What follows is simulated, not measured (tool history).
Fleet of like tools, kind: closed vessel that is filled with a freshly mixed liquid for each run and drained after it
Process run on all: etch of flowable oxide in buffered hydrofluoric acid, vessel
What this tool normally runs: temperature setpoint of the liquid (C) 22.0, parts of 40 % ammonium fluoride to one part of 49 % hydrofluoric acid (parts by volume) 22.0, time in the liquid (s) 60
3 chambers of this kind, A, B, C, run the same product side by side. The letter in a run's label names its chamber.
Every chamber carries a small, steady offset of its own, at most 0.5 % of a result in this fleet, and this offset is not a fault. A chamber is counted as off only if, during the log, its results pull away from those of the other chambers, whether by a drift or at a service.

run   hour  temperature setpoint of the liquid (C)  parts of 40 % ammonium fluoride to one part of 49 % hydrofluoric acid (parts by volume)  time in the liquid (s)  hours since the thermometer was replaced  hours since the hydrofluoric acid flow meter was replaced  read-back film thickness of the flowable oxide reference wafer, read on the same gauge (nm)  thickness taken off the flowable oxide on a monitor wafer (nm)
 1C    2.0                                    22.0                                                                                     22.0                      60                                     292.6                                                     1443.8                                                                                       60.027                                                         132.580
 2B    5.3                                    22.0                                                                                     22.0                      60                                    1513.6                                                      675.8                                                                                       60.021                                                         133.540
 3A    9.6                                    22.0                                                                                     22.0                      60                                     174.4                                                      406.0                                                                                       60.019                                                         134.120
 4C   12.7                                    22.0                                                                                     22.0                      60                                     303.3                                                     1454.5                                                                                       59.982                                                         133.850
 5A   16.0                                    22.0                                                                                     22.0                      45                                     180.8                                                      412.4                                                                                       60.007                                                         101.010
 6B   18.6                                    22.0                                                                                     22.0                      45                                    1526.9                                                      689.1                                                                                       59.996                                                         100.520
 7B   22.4                                    22.0                                                                                     22.0                      45                                    1530.7                                                      692.9                                                                                       59.989                                                          99.006
 8C   24.4                                    22.0                                                                                     14.5                      30                                     315.0                                                     1466.2                                                                                       60.006                                                          97.351
 9A   28.1                                    22.0                                                                                     14.5                      30                                     192.9                                                      424.5                                                                                       60.005                                                          97.829
10A   32.0                                    22.0                                                                                     14.5                      30                                     196.8                                                      428.4                                                                                       59.994                                                          97.238
11C   35.2                                    22.0                                                                                     22.0                      60                                     325.8                                                     1477.0                                                                                       60.009                                                         134.100
12B   39.3                                    22.0                                                                                     22.0                      60                                    1547.6                                                      709.8                                                                                       59.987                                                         134.580
13A   42.4                                    23.5                                                                                     22.0                      60                                     207.2                                                      438.8                                                                                       60.000                                                         145.040
14C   44.9                                    23.5                                                                                     22.0                      60                                     335.5                                                     1486.7                                                                                       59.986                                                         145.820
15B   48.4                                    23.5                                                                                     22.0                      60                                    1556.7                                                      718.9                                                                                       59.987                                                         145.870
16B   51.1                                    22.0                                                                                     22.0                      60                                    1559.4                                                      721.6                                                                                       60.029                                                         134.110
17C   54.5                                    22.0                                                                                     22.0                      60                                     345.1                                                     1496.3                                                                                       59.997                                                         133.310
18A   57.9                                    22.0                                                                                     22.0                      60                                     222.7                                                      454.3                                                                                       59.998                                                         133.650
19A   61.2                                    22.0                                                                                     22.0                      60                                     226.0                                                      457.6                                                                                       60.026                                                         132.050
20C   65.0                                    22.0                                                                                     22.0                      60                                     355.6                                                     1506.8                                                                                       60.002                                                         132.900
21B   69.6                                    22.0                                                                                     22.0                      60                                    1577.9                                                      740.1                                                                                       60.002                                                         134.070
22B   73.8                                    22.0                                                                                     22.0                      60                                    1582.1                                                      744.3                                                                                       60.000                                                         133.680
23C   77.4                                    22.0                                                                                     22.0                      60                                     368.0                                                     1519.2                                                                                       60.004                                                         133.430
24A   80.6                                    22.0                                                                                     22.0                      60                                     245.4                                                      477.0                                                                                       59.988                                                         130.780
25C   83.8                                    22.0                                                                                     22.0                      60                                     374.4                                                     1525.6                                                                                       60.028                                                         134.670
26A   86.5                                    22.0                                                                                     22.0                      60                                     251.3                                                      482.9                                                                                       59.993                                                         133.130
27B   90.9                                    22.0                                                                                     22.0                      60                                    1599.2                                                      761.4                                                                                       59.984                                                         133.220
28A   94.3                                    22.0                                                                                     22.0                      60                                     259.1                                                      490.7                                                                                       60.015                                                         130.860
29C   99.0                                    22.0                                                                                     22.0                      60                                     389.6                                                     1540.8                                                                                       59.983                                                         132.460
30B  102.6                                    25.5                                                                                     15.0                      60                                    1610.9                                                      773.1                                                                                       59.984                                                         227.970
31C  107.3                                    25.5                                                                                     15.0                      60                                     397.9                                                     1549.1                                                                                       60.020                                                         227.720
32B  111.0                                    25.5                                                                                     15.0                      60                                    1619.3                                                      781.5                                                                                       60.005                                                         229.280
33A  115.5                                    22.0                                                                                     22.0                      60                                     280.3                                                      511.9                                                                                       60.015                                                         128.280
34B  118.0                                    24.0                                                                                     22.0                      60                                    1626.3                                                      788.5                                                                                       59.993                                                         149.620
35A  120.8                                    24.0                                                                                     22.0                      60                                     285.6                                                      517.2                                                                                       59.986                                                         144.220
36C  123.4                                    24.0                                                                                     22.0                      60                                     414.0                                                     1565.2                                                                                       59.996                                                         149.270

The same settings go to every chamber for the next run, one line per chamber below. Forecast the results for each:
37A  126.8                                    22.0                                                                                     27.0                      60                                                                                                                                                                                                                                                                 ?
37B  126.8                                    22.0                                                                                     27.0                      60                                                                                                                                                                                                                                                                 ?
37C  126.8                                    22.0                                                                                     27.0                      60                                                                                                                                                                                                                                                                 ?

run  thickness taken off the flowable oxide on a monitor wafer (nm)
37A                                                         112.260
37B                                                         117.020
37C                                                         116.330
